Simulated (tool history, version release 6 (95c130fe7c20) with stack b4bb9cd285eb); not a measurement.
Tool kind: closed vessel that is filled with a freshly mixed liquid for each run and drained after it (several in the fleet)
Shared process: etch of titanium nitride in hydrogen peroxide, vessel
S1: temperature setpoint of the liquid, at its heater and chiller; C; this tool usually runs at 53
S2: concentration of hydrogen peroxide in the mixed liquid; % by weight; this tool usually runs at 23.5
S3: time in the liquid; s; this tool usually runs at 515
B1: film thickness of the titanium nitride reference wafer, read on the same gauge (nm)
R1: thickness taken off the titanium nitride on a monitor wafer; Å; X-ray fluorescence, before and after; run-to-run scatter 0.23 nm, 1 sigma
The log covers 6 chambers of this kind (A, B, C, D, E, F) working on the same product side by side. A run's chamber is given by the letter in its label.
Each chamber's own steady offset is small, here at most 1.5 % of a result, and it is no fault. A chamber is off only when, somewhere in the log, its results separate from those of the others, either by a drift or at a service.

{"run": "1D", "hour": 13.5, "S1": 53, "S2": 23.5, "S3": 515, "B1": 69.977, "R1": 316.92}
{"run": "2A", "hour": 25.7, "S1": 53, "S2": 23.5, "S3": 515, "B1": 69.988, "R1": 320.69}
{"hour": 29.4, "done": "chamber B: new drum of peroxide connected"}
{"run": "3E", "hour": 34.1, "S1": 53, "S2": 23.5, "S3": 515, "B1": 69.966, "R1": 318.58}
{"run": "4F", "hour": 43.7, "S1": 53, "S2": 23.5, "S3": 515, "B1": 69.994, "R1": 317.74}
{"run": "5B", "hour": 55.6, "S1": 53, "S2": 20.5, "S3": 515, "B1": 70.021, "R1": 317.92}
{"run": "6C", "hour": 64.6, "S1": 53, "S2": 20.5, "S3": 515, "B1": 70.046, "R1": 310.51}
{"run": "7F", "hour": 78.1, "S1": 53, "S2": 20.5, "S3": 515, "B1": 69.987, "R1": 312.01}
{"run": "8C", "hour": 88.4, "S1": 53, "S2": 20.5, "S3": 515, "B1": 69.986, "R1": 313.14}
{"hour": 90.0, "done": "chamber A: new drum of peroxide connected"}
{"run": "9D", "hour": 97.4, "S1": 53, "S2": 20.5, "S3": 515, "B1": 70.026, "R1": 310.68}
{"run": "10E", "hour": 103.7, "S1": 53, "S2": 20.5, "S3": 515, "B1": 70.03, "R1": 310.46}
{"run": "11A", "hour": 113.4, "S1": 53, "S2": 23.5, "S3": 515, "B1": 70.004, "R1": 318.63}
{"run": "12B", "hour": 120.6, "S1": 53, "S2": 20, "S3": 515, "B1": 70.012, "R1": 315.49}
{"run": "13D", "hour": 130.3, "S1": 53, "S2": 20, "S3": 515, "B1": 70.03, "R1": 308.68}
{"hour": 130.8, "done": "chamber E: new drum of peroxide connected"}
{"run": "14F", "hour": 143.1, "S1": 53, "S2": 20, "S3": 515, "B1": 69.977, "R1": 310.24}
{"run": "15E", "hour": 153.1, "S1": 53, "S2": 20, "S3": 515, "B1": 70.039, "R1": 309.53}
{"run": "16B", "hour": 162.2, "S1": 53, "S2": 20, "S3": 515, "B1": 69.998, "R1": 317.2}
{"run": "17A", "hour": 174.1, "S1": 53, "S2": 20, "S3": 515, "B1": 70.008, "R1": 297.74}
{"run": "18C", "hour": 183.1, "S1": 53, "S2": 23.5, "S3": 515, "B1": 69.978, "R1": 323.58}
{"run": "19B", "hour": 190.0, "S1": 53, "S2": 23.5, "S3": 690, "B1": 69.987, "R1": 437.57}
{"hour": 197.1, "done": "chamber D: peroxide flow meter replaced"}
{"run": "20A", "hour": 200.4, "S1": 53, "S2": 23.5, "S3": 690, "B1": 70.003, "R1": 415.88}
{"run": "21D", "hour": 211.6, "S1": 53, "S2": 23.5, "S3": 690, "B1": 69.977, "R1": 428.47}
{"run": "22F", "hour": 225.2, "S1": 53, "S2": 23.5, "S3": 690, "B1": 69.989, "R1": 427.6}
{"run": "23C", "hour": 235.9, "S1": 53, "S2": 23.5, "S3": 690, "B1": 70.01, "R1": 434.01}
{"run": "24E", "hour": 248.4, "S1": 53, "S2": 23.5, "S3": 690, "B1": 70.031, "R1": 422.08}
{"run": "25E", "hour": 258.9, "S1": 53, "S2": 23.5, "S3": 515, "B1": 69.951, "R1": 315.68}
{"run": "26F", "hour": 270.0, "S1": 53, "S2": 23.5, "S3": 515, "B1": 69.97, "R1": 319.85}
{"run": "27A", "hour": 276.3, "S1": 53, "S2": 23.5, "S3": 515, "B1": 70, "R1": 296.98}
{"run": "28C", "hour": 283.9, "S1": 53, "S2": 23.5, "S3": 515, "B1": 70.031, "R1": 325.26}
{"run": "29D", "hour": 293.7, "S1": 53, "S2": 23.5, "S3": 515, "B1": 70.01, "R1": 318.9}
{"run": "30B", "hour": 306.6, "S1": 53, "S2": 23.5, "S3": 515, "B1": 70.059, "R1": 326.01}
{"hour": 314.5, "done": "chamber C: peroxide flow meter replaced"}
{"run": "31C", "hour": 318.6, "S1": 53, "S2": 23.5, "S3": 515, "B1": 70.025, "R1": 321.82}
{"run": "32A", "hour": 326.2, "S1": 53, "S2": 23.5, "S3": 515, "B1": 69.951, "R1": 297.77}
{"run": "33E", "hour": 336.9, "S1": 53, "S2": 23.5, "S3": 515, "B1": 70.031, "R1": 320.38}
{"run": "34D", "hour": 343.4, "S1": 53, "S2": 29.5, "S3": 350, "B1": 70.074, "R1": 227.45}
{"run": "35B", "hour": 351.4, "S1": 53, "S2": 29.5, "S3": 350, "B1": 70.002, "R1": 232.49}
{"hour": 360.9, "done": "chamber F: new drum of peroxide connected"}
{"run": "36F", "hour": 363.9, "S1": 53, "S2": 29.5, "S3": 350, "B1": 69.951, "R1": 229.77}
{"run": "37C", "hour": 377.6, "S1": 53, "S2": 29.5, "S3": 350, "B1": 69.993, "R1": 232.51}
{"run": "38B", "hour": 390.2, "S1": 53, "S2": 29.5, "S3": 350, "B1": 70.045, "R1": 233.07}

Read the log: is a single chamber off, either drifting away or since a service, is the gauge that measures every chamber drifting, or is nothing wrong beyond small per-chamber offsets? Name any odd chamber and what most likely caused it.

Little by little, chamber A moves away from the other chambers.
Likeliest cause: liquid colder than its thermometer reads (K) = 1.43.

Which of the 4 candidates below, each the usual settings with something changed and its results left as question marks, puts chamber A back in line with what the other chambers give on the usual settings?
In line here means within this much of the mean the other chambers give on the usual settings: R1 8 Å
{"run": "39A-1", "hour": 400.2, "S1": 53.5, "S2": 23.5, "S3": 520, "R1": "?"}
{"run": "39A-2", "hour": 400.2, "S1": 53, "S2": 23.5, "S3": 465, "R1": "?"}
{"run": "39A-3", "hour": 400.2, "S1": 54, "S2": 23.5, "S3": 535, "R1": "?"}
{"run": "39A-4", "hour": 400.2, "S1": 52.5, "S2": 23.5, "S3": 515, "R1": "?"}

Mean of the other chambers on the usual settings: R1 321.25 Å
run=39A-1 R1=303.64
run=39A-2 R1=262
run=39A-3 R1=323.95
run=39A-4 R1=279.96
The answer is 39A-3, which returns the chamber to within the allowed miss of the others.
